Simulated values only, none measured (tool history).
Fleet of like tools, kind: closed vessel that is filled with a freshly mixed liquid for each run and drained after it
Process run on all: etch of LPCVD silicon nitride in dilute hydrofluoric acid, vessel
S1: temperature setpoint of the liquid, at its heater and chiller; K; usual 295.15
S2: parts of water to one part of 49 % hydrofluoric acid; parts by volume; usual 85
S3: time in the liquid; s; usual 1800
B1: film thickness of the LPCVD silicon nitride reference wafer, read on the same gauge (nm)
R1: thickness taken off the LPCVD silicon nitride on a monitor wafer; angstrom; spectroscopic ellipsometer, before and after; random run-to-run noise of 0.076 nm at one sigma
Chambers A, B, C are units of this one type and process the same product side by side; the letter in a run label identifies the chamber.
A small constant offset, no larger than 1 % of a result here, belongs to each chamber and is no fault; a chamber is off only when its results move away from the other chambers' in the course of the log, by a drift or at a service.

run 1B day=0.592 | S1=295.15 S2=85 S3=1800 | B1=60 | R1=89.943
run 2A day=0.896 | S1=295.15 S2=85 S3=1800 | B1=59.97 | R1=92.272
run 3C day=1.304 | S1=295.15 S2=85 S3=1800 | B1=59.997 | R1=92.011
run 4C day=1.738 | S1=295.15 S2=85 S3=1800 | B1=60.004 | R1=91.391
run 5B day=2.267 | S1=295.15 S2=85 S3=1800 | B1=60.012 | R1=90.935
run 6A day=2.704 | S1=292.65 S2=85 S3=2295 | B1=59.989 | R1=98.587
run 7A day=3.108 | S1=292.65 S2=85 S3=2295 | B1=60.017 | R1=99.064
run 8B day=3.704 | S1=292.65 S2=85 S3=2295 | B1=60.009 | R1=97.411
run 9C day=4.225 | S1=295.15 S2=85 S3=1800 | B1=59.997 | R1=91.348
-- day=4.521 chamber B: thermometer replaced
run 10B day=4.625 | S1=295.15 S2=85 S3=1800 | B1=60 | R1=91.033
run 11C day=5.008 | S1=295.15 S2=100 S3=1800 | B1=60.021 | R1=77.667
run 12A day=5.362 | S1=295.15 S2=100 S3=1800 | B1=59.985 | R1=79.511
run 13A day=5.867 | S1=295.15 S2=100 S3=1800 | B1=59.971 | R1=80.158
run 14C day=6.179 | S1=295.15 S2=85 S3=1800 | B1=60.045 | R1=91.341
-- day=6.583 chamber C: thermometer replaced
run 15B day=6.746 | S1=295.15 S2=85 S3=1800 | B1=60.002 | R1=89.744
run 16B day=7.367 | S1=295.15 S2=85 S3=1800 | B1=59.977 | R1=90.604
run 17C day=7.75 | S1=295.15 S2=85 S3=1800 | B1=60.012 | R1=91.727
run 18A day=8.054 | S1=295.15 S2=85 S3=1800 | B1=60.007 | R1=94.164
run 19C day=8.688 | S1=295.15 S2=85 S3=1800 | B1=59.987 | R1=93.18
run 20B day=9.321 | S1=295.15 S2=85 S3=1800 | B1=59.997 | R1=89.676
run 21A day=9.942 | S1=295.15 S2=85 S3=1800 | B1=59.998 | R1=96.547
run 22B day=10.558 | S1=295.15 S2=85 S3=1800 | B1=60.024 | R1=91.154
run 23A day=10.9 | S1=295.15 S2=85 S3=1800 | B1=59.953 | R1=96.898
run 24C day=11.379 | S1=295.15 S2=85 S3=1800 | B1=60.037 | R1=90.277
run 25A day=11.983 | S1=295.15 S2=85 S3=1800 | B1=59.998 | R1=97.293
run 26B day=12.438 | S1=297.15 S2=85 S3=2835 | B1=60.005 | R1=163.76
-- day=12.658 chamber A: hydrofluoric acid flow meter replaced
run 27C day=12.942 | S1=297.15 S2=85 S3=2835 | B1=59.987 | R1=163.23
run 28C day=13.283 | S1=297.15 S2=85 S3=2835 | B1=59.959 | R1=164.28
run 29A day=13.633 | S1=295.15 S2=85 S3=1800 | B1=59.981 | R1=99.946
run 30B day=14.208 | S1=295.15 S2=85 S3=1800 | B1=59.985 | R1=90.641
run 31C day=14.671 | S1=295.15 S2=85 S3=1800 | B1=60.044 | R1=90.821
run 32A day=15.083 | S1=295.15 S2=85 S3=1800 | B1=59.925 | R1=99.109
run 33B day=15.45 | S1=295.15 S2=85 S3=2495 | B1=60.04 | R1=125.9
run 34C day=15.954 | S1=295.15 S2=85 S3=2495 | B1=59.978 | R1=126.55
run 35B day=16.496 | S1=295.15 S2=85 S3=2495 | B1=60.028 | R1=125.3
run 36A day=16.788 | S1=295.15 S2=85 S3=1800 | B1=60.033 | R1=100.64
run 37A day=17.429 | S1=295.15 S2=85 S3=1800 | B1=60.011 | R1=101.94
run 38C day=17.783 | S1=295.15 S2=85 S3=1800 | B1=59.966 | R1=91.467
run 39B day=18.375 | S1=295.15 S2=85 S3=1800 | B1=60.062 | R1=89.824
run 40A day=19.021 | S1=295.15 S2=85 S3=1800 | B1=60.016 | R1=102.03
run 41B day=19.6 | S1=295.15 S2=85 S3=1800 | B1=60.043 | R1=89.622
run 42C day=20.179 | S1=295.15 S2=85 S3=1800 | B1=59.962 | R1=91.558

Which is it: a chamber that has drifted or been left off by a service, a gauge drift common to all chambers, or only each chamber's usual small offset? If a chamber is off, name it and its likeliest cause.

It is chamber A that slowly wanders off from its peers.
Cause: liquid hotter than its thermometer reads (K) = 1.71.

Chamber A could run next with any of the 4 candidate recipes listed below; each alters the usual settings, and their results appear as question marks. Which one brings its results back in line with what the other chambers deliver on the usual settings?
In line means no further than this from the other chambers' mean on the usual settings: R1 2.6 angstrom
run 43A-1 day=20.646 | S1=295.15 S2=85 S3=1575 | R1=?
run 43A-2 day=20.646 | S1=295.15 S2=85 S3=1705 | R1=?
run 43A-3 day=20.646 | S1=295.15 S2=80 S3=1945 | R1=?
run 43A-4 day=20.646 | S1=296.15 S2=85 S3=1800 | R1=?

On the usual settings, the other chambers give on average: R1 90.878 angstrom
run=43A-1 R1=89.896
run=43A-2 R1=97.316
run=43A-3 R1=117.73
run=43A-4 R1=109.77
43A-1 is the one that brings the chamber's results back in line with the other chambers.
